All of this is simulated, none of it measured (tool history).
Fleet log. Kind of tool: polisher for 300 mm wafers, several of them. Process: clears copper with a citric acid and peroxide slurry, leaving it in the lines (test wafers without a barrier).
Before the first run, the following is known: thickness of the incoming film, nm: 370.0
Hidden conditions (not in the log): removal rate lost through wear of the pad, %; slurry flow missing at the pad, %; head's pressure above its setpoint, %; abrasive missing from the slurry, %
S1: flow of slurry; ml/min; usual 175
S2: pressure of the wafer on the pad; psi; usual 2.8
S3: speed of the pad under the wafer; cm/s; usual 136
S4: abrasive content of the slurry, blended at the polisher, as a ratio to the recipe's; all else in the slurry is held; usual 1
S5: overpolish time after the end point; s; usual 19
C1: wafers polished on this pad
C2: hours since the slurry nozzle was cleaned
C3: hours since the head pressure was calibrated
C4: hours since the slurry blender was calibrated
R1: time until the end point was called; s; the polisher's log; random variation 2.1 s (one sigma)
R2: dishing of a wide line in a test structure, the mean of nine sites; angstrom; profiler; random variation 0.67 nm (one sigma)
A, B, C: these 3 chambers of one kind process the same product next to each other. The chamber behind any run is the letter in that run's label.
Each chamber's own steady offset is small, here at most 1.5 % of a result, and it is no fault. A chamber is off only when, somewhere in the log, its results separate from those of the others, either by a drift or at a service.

run	hour	S1	S2	S3	S4	S5	C1	C2	C3	C4	R1	R2
1C	14.8	175	2.8	136	1	19	251	139	414.5	224.1	116.66	426.32
2A	29	175	2.8	136	1	19	457	89.1	674	162.1	119.89	432.75
# hour 29.1: chamber B: worn pad replaced by a new one
3B	42.1	175	2.8	136	1	19	108	535.8	158.3	79.9	123.94	419.57
# hour 43.3: chamber A: worn pad replaced by a new one
4C	53.4	175	2.8	136	1	19	570	177.6	453.1	262.7	119.92	421.58
# hour 63.5: chamber B: slurry blender recalibrated
5A	66.8	175	2.8	136	1	19	194	126.9	711.8	199.9	124.08	422.61
6B	81	175	2.8	96	1	19	429	574.7	197.2	17.6	167.89	320.42
7C	96.3	175	2.8	96	1	19	925	220.5	496	305.6	166.6	303.76
# hour 98.2: chamber A: worn pad replaced by a new one
8A	111.9	175	2.8	96	1	19	113	172	756.9	245	165.43	312.78
# hour 122.1: chamber C: worn pad replaced by a new one
9B	128	175	2.8	136	1	19	818	621.7	244.2	64.6	123.03	413.76
10C	143.3	175	2.8	136	1	19	175	267.5	543	352.6	119.6	409.38
# hour 152.3: chamber B: worn pad replaced by a new one
11A	156.4	175	2.3	136	1	19	481	216.5	801.4	289.5	145.81	351.49
# hour 163.7: chamber A: slurry blender recalibrated
# hour 165.3: chamber A: worn pad replaced by a new one
12B	171.7	175	2.3	136	1	19	160	665.4	287.9	108.3	146.13	344.49
# hour 177.3: chamber B: slurry blender recalibrated
13C	182.5	175	2.3	136	1	19	499	306.7	582.2	391.8	148.32	348.56
# hour 196: chamber A: slurry nozzle cleaned
14A	198.1	175	2.8	136	1	19	271	2.1	843.1	34.4	120.57	426.58
15B	206	175	2.8	136	1	19	444	699.7	322.2	28.8	122.59	426.38
16A	216.4	175	2.8	136	1	19	422	20.4	861.4	52.7	120.41	430.12
# hour 221.8: chamber B: slurry nozzle cleaned
# hour 223: chamber B: head pressure recalibrated
# hour 224.7: chamber A: worn pad replaced by a new one
17C	228.6	175	2.8	136	1	19	880	352.8	628.3	437.9	119.59	422.89
# hour 230.6: chamber C: slurry blender recalibrated
18B	238.9	175	2.8	136	1	19	716	17.1	16	61.7	120.55	417.52
19A	247.1	175	2.8	136	1	19	185	51.1	892.1	83.4	120.59	416.77
# hour 259.5: chamber C: worn pad replaced by a new one
20C	260.9	175	2.8	136	1	19	12	385.1	660.6	30.3	120.12	416.22
21B	273.9	175	2.8	136	1	19	1005	52.1	51	96.7	116.8	428.49
# hour 279.9: chamber B: worn pad replaced by a new one
22B	285.1	175	2.8	136	1	19	43	63.3	62.2	107.9	122.89	423.08
# hour 285.6: chamber C: slurry nozzle cleaned
23C	295.1	175	2.8	136	1	19	295	9.6	694.8	64.5	119.66	410.72

Next, every chamber runs the same settings. What will each give?
24A	306.6	175	2.8	136	1	19					?	?
24B	306.6	175	2.8	136	1	19					?	?
24C	306.6	175	2.8	136	1	19					?	?

run	R1	R2
24A	121.52	411.27
24B	123.17	424.07
24C	118.86	426.26
